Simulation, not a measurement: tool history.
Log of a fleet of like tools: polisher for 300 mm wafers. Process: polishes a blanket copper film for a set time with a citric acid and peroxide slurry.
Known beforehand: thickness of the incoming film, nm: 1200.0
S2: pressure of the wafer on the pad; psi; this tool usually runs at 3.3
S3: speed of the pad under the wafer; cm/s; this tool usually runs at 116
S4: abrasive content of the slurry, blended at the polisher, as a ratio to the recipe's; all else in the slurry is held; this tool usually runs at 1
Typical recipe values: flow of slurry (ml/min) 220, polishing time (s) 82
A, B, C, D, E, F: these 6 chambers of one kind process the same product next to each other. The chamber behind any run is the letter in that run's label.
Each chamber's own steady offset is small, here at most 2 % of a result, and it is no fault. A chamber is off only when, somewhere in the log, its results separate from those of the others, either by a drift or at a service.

-- hour=2.9 chamber C: worn pad replaced by a new one
run 1D hour=7.5 | flow_of_slurry_(ml/min)=220 S2=3.3 S3=116 S4=1 polishing_time_(s)=82 | film_removed_(Å)=1939.0
run 2B hour=18.3 | flow_of_slurry_(ml/min)=220 S2=3.3 S3=116 S4=1 polishing_time_(s)=82 | film_removed_(Å)=1909.9
-- hour=21.5 chamber F: slurry nozzle cleaned
run 3E hour=23.9 | flow_of_slurry_(ml/min)=220 S2=3.3 S3=116 S4=1 polishing_time_(s)=82 | film_removed_(Å)=1939.3
-- hour=25.0 chamber D: worn pad replaced by a new one
run 4F hour=34.7 | flow_of_slurry_(ml/min)=220 S2=3.3 S3=116 S4=1 polishing_time_(s)=82 | film_removed_(Å)=1932.2
-- hour=37.4 chamber B: worn pad replaced by a new one
run 5A hour=42.9 | flow_of_slurry_(ml/min)=220 S2=3.3 S3=116 S4=1 polishing_time_(s)=82 | film_removed_(Å)=1916.6
-- hour=48.1 chamber A: worn pad replaced by a new one
run 6C hour=51.4 | flow_of_slurry_(ml/min)=220 S2=3.3 S3=116 S4=1 polishing_time_(s)=82 | film_removed_(Å)=1890.5
-- hour=55.2 chamber C: worn pad replaced by a new one
run 7D hour=59.1 | flow_of_slurry_(ml/min)=220 S2=3.3 S3=116 S4=1 polishing_time_(s)=82 | film_removed_(Å)=1936.4
-- hour=64.6 chamber A: slurry blender recalibrated
run 8E hour=65.6 | flow_of_slurry_(ml/min)=220 S2=3.3 S3=116 S4=1 polishing_time_(s)=82 | film_removed_(Å)=1906.9
-- hour=68.6 chamber D: head pressure recalibrated
-- hour=69.1 chamber B: slurry nozzle cleaned
-- hour=71.7 chamber F: worn pad replaced by a new one
run 9B hour=76.2 | flow_of_slurry_(ml/min)=220 S2=3.3 S3=116 S4=1 polishing_time_(s)=82 | film_removed_(Å)=1959.1
run 10F hour=82.4 | flow_of_slurry_(ml/min)=220 S2=3.3 S3=116 S4=1 polishing_time_(s)=82 | film_removed_(Å)=1938.6
-- hour=82.9 chamber E: worn pad replaced by a new one
-- hour=86.4 chamber C: slurry blender recalibrated
run 11C hour=88.1 | flow_of_slurry_(ml/min)=220 S2=3.3 S3=116 S4=1 polishing_time_(s)=82 | film_removed_(Å)=1905.0
-- hour=94.0 chamber D: worn pad replaced by a new one
run 12A hour=97.2 | flow_of_slurry_(ml/min)=220 S2=3.3 S3=116 S4=1 polishing_time_(s)=82 | film_removed_(Å)=1949.1
-- hour=103.7 chamber F: head pressure recalibrated
run 13A hour=105.6 | flow_of_slurry_(ml/min)=220 S2=3.3 S3=116 S4=1 polishing_time_(s)=101 | film_removed_(Å)=2359.3
run 14E hour=110.5 | flow_of_slurry_(ml/min)=220 S2=3.3 S3=116 S4=1 polishing_time_(s)=101 | film_removed_(Å)=2374.3
-- hour=111.5 chamber C: worn pad replaced by a new one
run 15B hour=117.1 | flow_of_slurry_(ml/min)=220 S2=3.3 S3=116 S4=1 polishing_time_(s)=101 | film_removed_(Å)=2395.7
run 16F hour=122.5 | flow_of_slurry_(ml/min)=220 S2=3.3 S3=116 S4=1 polishing_time_(s)=101 | film_removed_(Å)=2347.8
run 17D hour=132.0 | flow_of_slurry_(ml/min)=220 S2=3.3 S3=116 S4=1 polishing_time_(s)=101 | film_removed_(Å)=2378.9
run 18C hour=139.2 | flow_of_slurry_(ml/min)=220 S2=3.3 S3=116 S4=1 polishing_time_(s)=101 | film_removed_(Å)=2360.3
run 19E hour=147.5 | flow_of_slurry_(ml/min)=220 S2=3.3 S3=116 S4=1 polishing_time_(s)=82 | film_removed_(Å)=1933.5
run 20F hour=154.9 | flow_of_slurry_(ml/min)=220 S2=3.3 S3=116 S4=1 polishing_time_(s)=82 | film_removed_(Å)=1913.4
-- hour=161.8 chamber F: worn pad replaced by a new one
run 21C hour=161.8 | flow_of_slurry_(ml/min)=220 S2=3.3 S3=116 S4=1 polishing_time_(s)=82 | film_removed_(Å)=1883.8
run 22A hour=168.4 | flow_of_slurry_(ml/min)=220 S2=3.3 S3=116 S4=1 polishing_time_(s)=82 | film_removed_(Å)=1912.5
-- hour=169.8 chamber C: worn pad replaced by a new one
-- hour=176.7 chamber D: worn pad replaced by a new one
run 23D hour=177.2 | flow_of_slurry_(ml/min)=220 S2=3.3 S3=116 S4=1 polishing_time_(s)=82 | film_removed_(Å)=1928.1
-- hour=177.9 chamber B: worn pad replaced by a new one
run 24B hour=185.3 | flow_of_slurry_(ml/min)=220 S2=3.3 S3=116 S4=1 polishing_time_(s)=82 | film_removed_(Å)=1904.9
-- hour=186.0 chamber E: worn pad replaced by a new one
-- hour=186.2 chamber C: head pressure recalibrated
-- hour=188.5 chamber E: head pressure recalibrated
-- hour=191.3 chamber A: worn pad replaced by a new one
run 25B hour=195.0 | flow_of_slurry_(ml/min)=220 S2=3.3 S3=116 S4=1 polishing_time_(s)=82 | film_removed_(Å)=1914.0
run 26E hour=204.3 | flow_of_slurry_(ml/min)=220 S2=3.3 S3=116 S4=1 polishing_time_(s)=82 | film_removed_(Å)=1954.8
run 27C hour=212.6 | flow_of_slurry_(ml/min)=220 S2=4.3 S3=116 S4=1 polishing_time_(s)=101 | film_removed_(Å)=3346.9
-- hour=217.8 chamber F: slurry blender recalibrated
run 28D hour=220.9 | flow_of_slurry_(ml/min)=220 S2=4.3 S3=116 S4=1 polishing_time_(s)=101 | film_removed_(Å)=3106.1
-- hour=223.1 chamber A: slurry blender recalibrated
run 29A hour=231.3 | flow_of_slurry_(ml/min)=220 S2=4.3 S3=116 S4=1 polishing_time_(s)=101 | film_removed_(Å)=3069.3
-- hour=232.5 chamber C: worn pad replaced by a new one
-- hour=240.9 chamber D: worn pad replaced by a new one
run 30F hour=241.3 | flow_of_slurry_(ml/min)=220 S2=4.3 S3=116 S4=1 polishing_time_(s)=101 | film_removed_(Å)=3055.0
-- hour=243.9 chamber B: slurry blender recalibrated
run 31B hour=251.1 | flow_of_slurry_(ml/min)=220 S2=4.3 S3=116 S4=1 polishing_time_(s)=101 | film_removed_(Å)=3103.7
-- hour=260.1 chamber F: worn pad replaced by a new one
run 32F hour=260.6 | flow_of_slurry_(ml/min)=220 S2=4.3 S3=116 S4=1 polishing_time_(s)=101 | film_removed_(Å)=3049.8
run 33A hour=269.1 | flow_of_slurry_(ml/min)=220 S2=3.8 S3=116 S4=1 polishing_time_(s)=102 | film_removed_(Å)=2775.3
-- hour=274.3 chamber E: slurry blender recalibrated
run 34E hour=276.2 | flow_of_slurry_(ml/min)=220 S2=3.8 S3=116 S4=1 polishing_time_(s)=102 | film_removed_(Å)=2758.8
run 35D hour=286.6 | flow_of_slurry_(ml/min)=220 S2=3.8 S3=116 S4=1 polishing_time_(s)=102 | film_removed_(Å)=2732.7
run 36C hour=294.7 | flow_of_slurry_(ml/min)=220 S2=3.8 S3=116 S4=1 polishing_time_(s)=102 | film_removed_(Å)=2991.1

Which is it: a chamber that has drifted or been left off by a service, a gauge drift common to all chambers, or only each chamber's usual small offset? If a chamber is off, name it and its likeliest cause.

The work done on chamber C during a service left it standing apart from the others.
What lies behind it: head's pressure above its setpoint, % = 9.38.

Chamber C could run next with any of the 4 candidate recipes listed below; each alters the usual settings, and their results appear as question marks. Which one brings its results back in line with what the other chambers deliver on the usual settings?
A result is in line if it is within this distance of the other chambers' mean on the usual settings: film removed (Å) 58.0
run 37C-1 hour=302.6 | flow_of_slurry_(ml/min)=215 S2=2.9 S3=116 S4=1.0 polishing_time_(s)=82 | film_removed_(Å)=?
run 37C-2 hour=302.6 | flow_of_slurry_(ml/min)=220 S2=3.2 S3=114 S4=1.0 polishing_time_(s)=80 | film_removed_(Å)=?
run 37C-3 hour=302.6 | flow_of_slurry_(ml/min)=220 S2=3.5 S3=120 S4=1.0 polishing_time_(s)=86 | film_removed_(Å)=?
run 37C-4 hour=302.6 | flow_of_slurry_(ml/min)=270 S2=3.3 S3=116 S4=1.3 polishing_time_(s)=82 | film_removed_(Å)=?

What the other chambers average on the usual settings: film removed (Å) 1921.2
run=37C-1 film_removed_(Å)=1820.2
run=37C-2 film_removed_(Å)=1931.7
run=37C-3 film_removed_(Å)=2386.5
run=37C-4 film_removed_(Å)=2251.2
37C-2 brings the chamber back in line.
